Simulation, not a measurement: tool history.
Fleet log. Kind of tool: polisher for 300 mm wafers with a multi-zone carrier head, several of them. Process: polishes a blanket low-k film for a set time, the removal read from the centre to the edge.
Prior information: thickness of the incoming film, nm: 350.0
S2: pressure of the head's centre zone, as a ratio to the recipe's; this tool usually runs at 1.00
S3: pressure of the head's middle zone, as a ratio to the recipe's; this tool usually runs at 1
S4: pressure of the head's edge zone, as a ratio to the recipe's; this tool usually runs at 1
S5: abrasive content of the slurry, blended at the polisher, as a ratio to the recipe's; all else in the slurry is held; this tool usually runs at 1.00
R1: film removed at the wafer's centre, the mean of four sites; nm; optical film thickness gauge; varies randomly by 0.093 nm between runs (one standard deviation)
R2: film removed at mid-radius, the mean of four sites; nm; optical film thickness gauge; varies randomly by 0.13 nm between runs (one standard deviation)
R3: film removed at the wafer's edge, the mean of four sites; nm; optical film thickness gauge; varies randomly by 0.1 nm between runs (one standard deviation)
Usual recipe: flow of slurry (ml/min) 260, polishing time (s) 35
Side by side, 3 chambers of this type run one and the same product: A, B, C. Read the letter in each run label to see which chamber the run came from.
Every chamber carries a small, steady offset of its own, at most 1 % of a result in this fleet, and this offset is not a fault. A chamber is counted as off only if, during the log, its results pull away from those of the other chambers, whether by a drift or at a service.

Run 1B, hour 4.8: usual settings. Result: R1 9.0558 nm, R2 9.1812 nm, R3 8.8657 nm.
Run 2A, hour 9.6: usual settings. Result: R1 9.0841 nm, R2 9.1594 nm, R3 9.1561 nm.
Run 3C, hour 14.0: usual settings. Result: R1 9.1528 nm, R2 8.9439 nm, R3 9.1614 nm.
Run 4C, hour 18.2: usual settings. Result: R1 9.2068 nm, R2 9.3873 nm, R3 9.2656 nm.
Run 5A, hour 24.2: usual settings. Result: R1 9.0228 nm, R2 8.8576 nm, R3 8.9527 nm.
Run 6B, hour 27.3: usual settings. Result: R1 9.0940 nm, R2 9.0694 nm, R3 8.9023 nm.
Run 7B, hour 31.1: usual settings. Result: R1 9.1015 nm, R2 9.0522 nm, R3 8.8705 nm.
Run 8C, hour 36.6: usual settings. Result: R1 9.2867 nm, R2 8.9961 nm, R3 9.0611 nm.
At hour 40.2: chamber C: worn pad replaced by a new one.
Run 9A, hour 41.0: usual settings. Result: R1 9.1033 nm, R2 9.3536 nm, R3 8.9304 nm.
At hour 45.1: chamber B: worn pad replaced by a new one.
Run 10B, hour 45.4: usual settings. Result: R1 9.2015 nm, R2 9.0338 nm, R3 8.8937 nm.
Run 11A, hour 51.4: usual settings. Result: R1 8.9842 nm, R2 8.9536 nm, R3 8.7799 nm.
Run 12C, hour 55.2: usual settings. Result: R1 9.2771 nm, R2 8.8937 nm, R3 9.1601 nm.
Run 13B, hour 61.2: usual settings. Result: R1 9.0458 nm, R2 9.0904 nm, R3 8.9821 nm.
At hour 63.7: chamber A: centre zone pressure recalibrated.
Run 14A, hour 67.3: usual settings. Result: R1 8.9519 nm, R2 8.9896 nm, R3 9.0685 nm.
Run 15C, hour 72.2: usual settings. Result: R1 9.2585 nm, R2 9.4159 nm, R3 9.0018 nm.
Run 16A, hour 75.4: usual settings. Result: R1 9.1310 nm, R2 8.9143 nm, R3 9.1521 nm.
Run 17C, hour 81.0: usual settings. Result: R1 9.6324 nm, R2 8.8883 nm, R3 9.1210 nm.
Run 18B, hour 86.1: usual settings. Result: R1 9.0566 nm, R2 9.0761 nm, R3 8.9082 nm.
Run 19C, hour 90.3: usual settings but flow of slurry (ml/min) 230, polishing time (s) 25. Result: R1 6.6099 nm, R2 6.3318 nm, R3 6.3865 nm.
Run 20A, hour 95.4: usual settings but flow of slurry (ml/min) 230, polishing time (s) 25. Result: R1 6.4298 nm, R2 6.3620 nm, R3 6.3523 nm.
Run 21B, hour 98.5: usual settings but flow of slurry (ml/min) 230, polishing time (s) 25. Result: R1 6.3715 nm, R2 6.3706 nm, R3 6.2513 nm.
Run 22A, hour 104.0: usual settings. Result: R1 9.1407 nm, R2 9.2194 nm, R3 8.9728 nm.
Run 23B, hour 109.9: usual settings but S2 1.06, polishing time (s) 28. Result: R1 7.7614 nm, R2 7.2366 nm, R3 7.1995 nm.
Run 24C, hour 112.8: usual settings but S2 1.06, polishing time (s) 28. Result: R1 8.3970 nm, R2 7.2542 nm, R3 7.3131 nm.
Run 25A, hour 116.2: usual settings but S2 1.06, polishing time (s) 28. Result: R1 7.8009 nm, R2 7.3580 nm, R3 7.1458 nm.
At hour 118.6: chamber A: worn pad replaced by a new one.
Run 26C, hour 119.6: usual settings. Result: R1 9.6425 nm, R2 9.0318 nm, R3 9.1271 nm.
Run 27B, hour 125.5: usual settings. Result: R1 8.9878 nm, R2 9.0195 nm, R3 9.1262 nm.
Run 28C, hour 129.1: usual settings. Result: R1 9.6804 nm, R2 9.1156 nm, R3 9.0476 nm.
At hour 131.1: chamber A: slurry nozzle cleaned.
Run 29B, hour 131.9: usual settings. Result: R1 9.0456 nm, R2 9.1057 nm, R3 8.8084 nm.
Run 30A, hour 136.4: usual settings. Result: R1 9.0988 nm, R2 9.0543 nm, R3 9.2763 nm.
Run 31B, hour 141.1: usual settings. Result: R1 9.0800 nm, R2 9.1191 nm, R3 8.9165 nm.
Run 32A, hour 143.9: usual settings. Result: R1 9.1054 nm, R2 8.8997 nm, R3 8.8318 nm.
Run 33C, hour 147.1: usual settings but polishing time (s) 45. Result: R1 12.4960 nm, R2 11.7230 nm, R3 11.8010 nm.
Run 34A, hour 150.1: usual settings but polishing time (s) 45. Result: R1 11.7410 nm, R2 11.4870 nm, R3 11.6820 nm.
Run 35B, hour 156.1: usual settings but polishing time (s) 45. Result: R1 11.6340 nm, R2 11.4520 nm, R3 11.2560 nm.
Run 36C, hour 161.3: usual settings. Result: R1 9.8798 nm, R2 8.7613 nm, R3 9.0963 nm.
Run 37B, hour 165.3: usual settings but S5 0.75. Result: R1 7.8140 nm, R2 7.7714 nm, R3 7.7415 nm.
At hour 168.7: chamber B: slurry nozzle cleaned.
Run 38C, hour 168.9: usual settings but S5 0.75. Result: R1 8.6488 nm, R2 7.8674 nm, R3 7.8046 nm.
Run 39A, hour 173.3: usual settings but S5 0.75. Result: R1 7.8846 nm, R2 7.8291 nm, R3 7.7274 nm.
Run 40C, hour 178.9: usual settings. Result: R1 9.9778 nm, R2 9.1237 nm, R3 9.1376 nm.
Run 41A, hour 181.6: usual settings. Result: R1 8.9775 nm, R2 8.9670 nm, R3 8.9743 nm.
Run 42B, hour 185.1: usual settings. Result: R1 9.0390 nm, R2 9.1094 nm, R3 8.9572 nm.
At hour 187.0: chamber B: worn pad replaced by a new one.
Run 43B, hour 189.2: usual settings. Result: R1 9.0450 nm, R2 8.9682 nm, R3 8.9914 nm.

The same settings go to every chamber for the next run, one line per chamber below. Forecast the results for each:
Run 44A, hour 193.6: usual settings but S2 0.94. Result: R1 ?, R2 ?, R3 ?.
Run 44B, hour 193.6: usual settings but S2 0.94. Result: R1 ?, R2 ?, R3 ?.
Run 44C, hour 193.6: usual settings but S2 0.94. Result: R1 ?, R2 ?, R3 ?.

run      R1      R2      R3
44A  8.6476  9.1289  8.9377
44B  8.4067  9.0611  8.9365
44C  9.3280  9.0209  9.0572

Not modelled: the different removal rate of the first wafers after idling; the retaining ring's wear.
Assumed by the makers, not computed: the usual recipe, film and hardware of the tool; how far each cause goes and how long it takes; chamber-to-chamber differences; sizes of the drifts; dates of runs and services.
